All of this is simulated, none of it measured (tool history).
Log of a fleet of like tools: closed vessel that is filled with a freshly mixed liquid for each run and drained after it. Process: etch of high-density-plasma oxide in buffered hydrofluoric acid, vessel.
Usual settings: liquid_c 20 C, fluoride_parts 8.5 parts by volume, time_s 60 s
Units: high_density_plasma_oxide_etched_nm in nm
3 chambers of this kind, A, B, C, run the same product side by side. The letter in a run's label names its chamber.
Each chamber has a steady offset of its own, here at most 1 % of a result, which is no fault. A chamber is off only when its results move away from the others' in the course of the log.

| run | hour | liquid_c | fluoride_parts | time_s | hours since the thermometer was replaced | hours since the hydrofluoric acid flow meter was replaced | read-back film thickness of the high-density-plasma oxide reference wafer, read on the same gauge (nm) | high_density_plasma_oxide_etched_nm |
|---|---|---|---|---|---|---|---|---|
| 1A | 9.5 | 20 | 8.5 | 60 | 1106.7 | 458.3 | 59.995 | 88.651 |
| 2B | 16.9 | 20 | 8.5 | 60 | 550.4 | 1352.6 | 59.970 | 87.379 |
| 3C | 26.9 | 20 | 8.5 | 60 | 1550.2 | 386.8 | 60.076 | 85.843 |
|  | 33.1 | chamber B: thermometer replaced |
| 4A | 33.4 | 20 | 8.5 | 60 | 1130.6 | 482.2 | 60.002 | 87.278 |
| 5C | 38.4 | 20 | 8.5 | 60 | 1561.7 | 398.3 | 59.984 | 87.511 |
| 6B | 46.1 | 20 | 8.5 | 60 | 13.0 | 1381.8 | 59.990 | 87.711 |
| 7A | 56.2 | 20 | 8.5 | 60 | 1153.4 | 505.0 | 60.047 | 88.895 |
| 8C | 61.4 | 20 | 8.5 | 60 | 1584.7 | 421.3 | 60.029 | 88.192 |
| 9B | 71.1 | 20 | 8.5 | 60 | 38.0 | 1406.8 | 59.996 | 87.519 |
| 10C | 80.5 | 20 | 8.5 | 60 | 1603.8 | 440.4 | 60.052 | 88.457 |
| 11B | 86.6 | 17 | 8.5 | 60 | 53.5 | 1422.3 | 60.016 | 73.631 |
| 12A | 96.0 | 17 | 8.5 | 60 | 1193.2 | 544.8 | 59.962 | 74.936 |
| 13A | 102.0 | 17 | 8.5 | 60 | 1199.2 | 550.8 | 59.979 | 74.640 |
| 14C | 109.9 | 20 | 8.5 | 60 | 1633.2 | 469.8 | 60.055 | 86.551 |
| 15B | 118.4 | 20 | 8.5 | 60 | 85.3 | 1454.1 | 59.979 | 86.808 |
| 16C | 122.9 | 20 | 8.5 | 60 | 1646.2 | 482.8 | 60.011 | 86.457 |
| 17A | 131.0 | 20 | 8.5 | 60 | 1228.2 | 579.8 | 60.018 | 89.329 |
| 18B | 139.5 | 20 | 8.5 | 60 | 106.4 | 1475.2 | 59.972 | 86.425 |
| 19A | 149.6 | 20 | 8.5 | 60 | 1246.8 | 598.4 | 60.032 | 88.188 |
| 20C | 157.2 | 20 | 8.5 | 60 | 1680.5 | 517.1 | 60.006 | 84.460 |
| 21B | 167.0 | 20 | 8.5 | 60 | 133.9 | 1502.7 | 59.970 | 87.055 |
|  | 167.5 | chamber C: thermometer replaced |
| 22B | 173.9 | 20 | 8.5 | 60 | 140.8 | 1509.6 | 59.987 | 86.677 |
| 23A | 179.4 | 24 | 11.5 | 60 | 1276.6 | 628.2 | 60.004 | 84.830 |
| 24C | 188.5 | 24 | 11.5 | 60 | 21.1 | 548.4 | 59.974 | 81.059 |
| 25A | 198.6 | 24 | 11.5 | 60 | 1295.8 | 647.4 | 60.026 | 83.711 |
| 26C | 208.2 | 20 | 8.5 | 60 | 40.8 | 568.1 | 59.997 | 81.854 |
| 27B | 215.8 | 20 | 8.5 | 60 | 182.7 | 1551.5 | 60.012 | 85.936 |
| 28B | 223.7 | 20 | 8.5 | 60 | 190.6 | 1559.4 | 60.011 | 87.384 |
| 29A | 229.0 | 20 | 8.5 | 60 | 1326.2 | 677.8 | 59.975 | 89.224 |
| 30C | 238.4 | 20 | 8.5 | 60 | 71.0 | 598.3 | 60.057 | 80.754 |
| 31C | 244.4 | 20 | 8.5 | 60 | 77.0 | 604.3 | 60.039 | 82.225 |

All 3 chambers run these settings next. Forecast each chamber's results:
| 32A | 251.8 | 20 | 8.5 | 60 |  |  |  | ? |
| 32B | 251.8 | 20 | 8.5 | 60 |  |  |  | ? |
| 32C | 251.8 | 20 | 8.5 | 60 |  |  |  | ? |

| run | high_density_plasma_oxide_etched_nm |
|---|---|
| 32A | 89.289 |
| 32B | 88.631 |
| 32C | 82.805 |

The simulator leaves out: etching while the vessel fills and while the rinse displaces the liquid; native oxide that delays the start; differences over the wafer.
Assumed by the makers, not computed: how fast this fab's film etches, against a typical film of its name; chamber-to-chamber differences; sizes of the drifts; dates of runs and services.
